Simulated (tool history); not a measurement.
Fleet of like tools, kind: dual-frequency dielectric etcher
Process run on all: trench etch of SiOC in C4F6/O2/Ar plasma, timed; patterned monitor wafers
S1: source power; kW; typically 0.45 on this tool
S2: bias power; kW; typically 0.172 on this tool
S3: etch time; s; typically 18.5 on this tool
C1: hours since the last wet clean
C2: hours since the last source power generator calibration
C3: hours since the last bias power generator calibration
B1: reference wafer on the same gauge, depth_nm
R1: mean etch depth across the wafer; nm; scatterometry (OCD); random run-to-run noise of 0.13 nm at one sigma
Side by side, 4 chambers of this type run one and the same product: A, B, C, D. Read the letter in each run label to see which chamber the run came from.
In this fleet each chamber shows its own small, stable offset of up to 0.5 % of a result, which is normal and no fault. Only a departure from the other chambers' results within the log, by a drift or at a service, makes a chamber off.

{"run": "1A", "day": 0.283, "S1": 0.45, "S2": 0.172, "S3": 18.5, "C1": 521.9, "C2": 2992, "C3": 1587.4, "B1": 42.395, "R1": 39.527}
{"run": "2D", "day": 0.579, "S1": 0.45, "S2": 0.172, "S3": 18.5, "C1": 318.4, "C2": 2086, "C3": 3151.2, "B1": 42.394, "R1": 39.867}
{"run": "3B", "day": 0.838, "S1": 0.45, "S2": 0.172, "S3": 18.5, "C1": 292.5, "C2": 634.1, "C3": 2453.4, "B1": 42.414, "R1": 39.53}
{"run": "4C", "day": 1.262, "S1": 0.45, "S2": 0.172, "S3": 18.5, "C1": 179.6, "C2": 2652.9, "C3": 1919.3, "B1": 42.383, "R1": 39.434}
{"run": "5D", "day": 1.642, "S1": 0.45, "S2": 0.145, "S3": 18.5, "C1": 343.9, "C2": 2111.5, "C3": 3176.7, "B1": 42.386, "R1": 37.762}
{"run": "6C", "day": 1.95, "S1": 0.45, "S2": 0.145, "S3": 18.5, "C1": 196.1, "C2": 2669.4, "C3": 1935.8, "B1": 42.394, "R1": 37.53}
{"run": "7A", "day": 2.342, "S1": 0.45, "S2": 0.145, "S3": 18.5, "C1": 571.3, "C2": 3041.4, "C3": 1636.8, "B1": 42.421, "R1": 37.493}
{"run": "8B", "day": 2.788, "S1": 0.45, "S2": 0.145, "S3": 18.5, "C1": 339.3, "C2": 680.9, "C3": 2500.2, "B1": 42.415, "R1": 37.782}
{"run": "9B", "day": 3.1, "S1": 0.45, "S2": 0.172, "S3": 18.5, "C1": 346.8, "C2": 688.4, "C3": 2507.7, "B1": 42.404, "R1": 39.383}
{"run": "10A", "day": 3.425, "S1": 0.45, "S2": 0.172, "S3": 18.5, "C1": 597.3, "C2": 3067.4, "C3": 1662.8, "B1": 42.41, "R1": 39.582}
{"run": "11C", "day": 3.767, "S1": 0.45, "S2": 0.172, "S3": 18.5, "C1": 239.7, "C2": 2713, "C3": 1979.4, "B1": 42.396, "R1": 39.602}
{"run": "12D", "day": 4.292, "S1": 0.45, "S2": 0.172, "S3": 18.5, "C1": 407.5, "C2": 2175.1, "C3": 3240.3, "B1": 42.408, "R1": 39.736}
{"run": "13C", "day": 4.546, "S1": 0.45, "S2": 0.172, "S3": 18.5, "C1": 258.4, "C2": 2731.7, "C3": 1998.1, "B1": 42.394, "R1": 39.549}
{"run": "14B", "day": 4.938, "S1": 0.45, "S2": 0.172, "S3": 18.5, "C1": 390.9, "C2": 732.5, "C3": 2551.8, "B1": 42.401, "R1": 39.688}
{"day": 4.946, "done": "chamber C: source power generator calibrated"}
{"run": "15A", "day": 5.196, "S1": 0.45, "S2": 0.172, "S3": 18.5, "C1": 639.8, "C2": 3109.9, "C3": 1705.3, "B1": 42.425, "R1": 39.657}
{"day": 5.371, "done": "chamber D: wet clean of the chamber"}
{"run": "16D", "day": 5.479, "S1": 0.45, "S2": 0.172, "S3": 18.5, "C1": 2.6, "C2": 2203.6, "C3": 3268.8, "B1": 42.389, "R1": 39.694}
{"run": "17A", "day": 5.812, "S1": 0.45, "S2": 0.172, "S3": 18.5, "C1": 654.6, "C2": 3124.7, "C3": 1720.1, "B1": 42.369, "R1": 39.719}
{"day": 6.062, "done": "chamber A: wet clean of the chamber"}
{"run": "18D", "day": 6.133, "S1": 0.45, "S2": 0.172, "S3": 18.5, "C1": 18.3, "C2": 2219.3, "C3": 3284.5, "B1": 42.401, "R1": 39.985}
{"run": "19B", "day": 6.683, "S1": 0.45, "S2": 0.172, "S3": 18.5, "C1": 432.8, "C2": 774.4, "C3": 2593.7, "B1": 42.389, "R1": 39.434}
{"run": "20C", "day": 7.2, "S1": 0.45, "S2": 0.172, "S3": 18.5, "C1": 322.1, "C2": 54.1, "C3": 2061.8, "B1": 42.392, "R1": 39.58}
{"run": "21A", "day": 7.762, "S1": 0.45, "S2": 0.172, "S3": 18.5, "C1": 40.8, "C2": 3171.5, "C3": 1766.9, "B1": 42.373, "R1": 37.874}
{"run": "22C", "day": 8.212, "S1": 0.45, "S2": 0.172, "S3": 18.5, "C1": 346.4, "C2": 78.4, "C3": 2086.1, "B1": 42.412, "R1": 39.774}
{"run": "23D", "day": 8.55, "S1": 0.45, "S2": 0.172, "S3": 18.5, "C1": 76.3, "C2": 2277.3, "C3": 3342.5, "B1": 42.399, "R1": 39.714}
{"day": 8.783, "done": "chamber B: wet clean of the chamber"}
{"run": "24B", "day": 8.879, "S1": 0.45, "S2": 0.172, "S3": 18.5, "C1": 2.3, "C2": 827.1, "C3": 2646.4, "B1": 42.383, "R1": 39.833}
{"run": "25B", "day": 9.179, "S1": 0.45, "S2": 0.172, "S3": 18.5, "C1": 9.5, "C2": 834.3, "C3": 2653.6, "B1": 42.398, "R1": 39.701}
{"run": "26C", "day": 9.571, "S1": 0.45, "S2": 0.172, "S3": 14, "C1": 379, "C2": 111, "C3": 2118.7, "B1": 42.423, "R1": 29.987}
{"day": 9.854, "done": "chamber A: source power generator calibrated"}
{"run": "27D", "day": 10.117, "S1": 0.45, "S2": 0.172, "S3": 14, "C1": 113.9, "C2": 2314.9, "C3": 3380.1, "B1": 42.39, "R1": 30.266}
{"run": "28A", "day": 10.583, "S1": 0.45, "S2": 0.172, "S3": 14, "C1": 108.5, "C2": 17.6, "C3": 1834.6, "B1": 42.398, "R1": 28.789}
{"run": "29C", "day": 10.908, "S1": 0.45, "S2": 0.172, "S3": 14, "C1": 411.1, "C2": 143.1, "C3": 2150.8, "B1": 42.379, "R1": 29.827}
{"run": "30B", "day": 11.392, "S1": 0.45, "S2": 0.144, "S3": 18.5, "C1": 62.6, "C2": 887.4, "C3": 2706.7, "B1": 42.36, "R1": 37.524}
{"run": "31D", "day": 11.888, "S1": 0.45, "S2": 0.144, "S3": 18.5, "C1": 156.4, "C2": 2357.4, "C3": 3422.6, "B1": 42.357, "R1": 37.749}
{"run": "32A", "day": 12.246, "S1": 0.45, "S2": 0.144, "S3": 18.5, "C1": 148.4, "C2": 57.5, "C3": 1874.5, "B1": 42.389, "R1": 35.75}
{"run": "33C", "day": 12.508, "S1": 0.45, "S2": 0.144, "S3": 18.5, "C1": 449.5, "C2": 181.5, "C3": 2189.2, "B1": 42.371, "R1": 37.282}
{"run": "34B", "day": 12.871, "S1": 0.45, "S2": 0.172, "S3": 18.5, "C1": 98.1, "C2": 922.9, "C3": 2742.2, "B1": 42.434, "R1": 39.607}
{"run": "35D", "day": 13.242, "S1": 0.45, "S2": 0.172, "S3": 18.5, "C1": 188.9, "C2": 2389.9, "C3": 3455.1, "B1": 42.397, "R1": 39.805}
{"run": "36A", "day": 13.612, "S1": 0.45, "S2": 0.172, "S3": 18.5, "C1": 181.2, "C2": 90.3, "C3": 1907.3, "B1": 42.421, "R1": 37.915}
{"run": "37B", "day": 14.054, "S1": 0.45, "S2": 0.172, "S3": 18.5, "C1": 126.5, "C2": 951.3, "C3": 2770.6, "B1": 42.424, "R1": 39.724}
{"run": "38C", "day": 14.475, "S1": 0.45, "S2": 0.172, "S3": 18.5, "C1": 496.7, "C2": 228.7, "C3": 2236.4, "B1": 42.383, "R1": 39.714}
{"run": "39A", "day": 14.8, "S1": 0.51, "S2": 0.172, "S3": 20.5, "C1": 209.7, "C2": 118.8, "C3": 1935.8, "B1": 42.425, "R1": 44.074}
{"run": "40D", "day": 15.362, "S1": 0.51, "S2": 0.172, "S3": 20.5, "C1": 239.8, "C2": 2440.8, "C3": 3506, "B1": 42.403, "R1": 46.327}
{"run": "41B", "day": 15.942, "S1": 0.51, "S2": 0.172, "S3": 20.5, "C1": 171.8, "C2": 996.6, "C3": 2815.9, "B1": 42.408, "R1": 46.265}

For the next run the whole fleet of 4 chambers uses the same settings. Give each chamber's results:
{"run": "42A", "day": 16.354, "S1": 0.45, "S2": 0.172, "S3": 18.5, "R1": "?"}
{"run": "42B", "day": 16.354, "S1": 0.45, "S2": 0.172, "S3": 18.5, "R1": "?"}
{"run": "42C", "day": 16.354, "S1": 0.45, "S2": 0.172, "S3": 18.5, "R1": "?"}
{"run": "42D", "day": 16.354, "S1": 0.45, "S2": 0.172, "S3": 18.5, "R1": "?"}

run=42A R1=37.833
run=42B R1=39.466
run=42C R1=39.612
run=42D R1=39.924

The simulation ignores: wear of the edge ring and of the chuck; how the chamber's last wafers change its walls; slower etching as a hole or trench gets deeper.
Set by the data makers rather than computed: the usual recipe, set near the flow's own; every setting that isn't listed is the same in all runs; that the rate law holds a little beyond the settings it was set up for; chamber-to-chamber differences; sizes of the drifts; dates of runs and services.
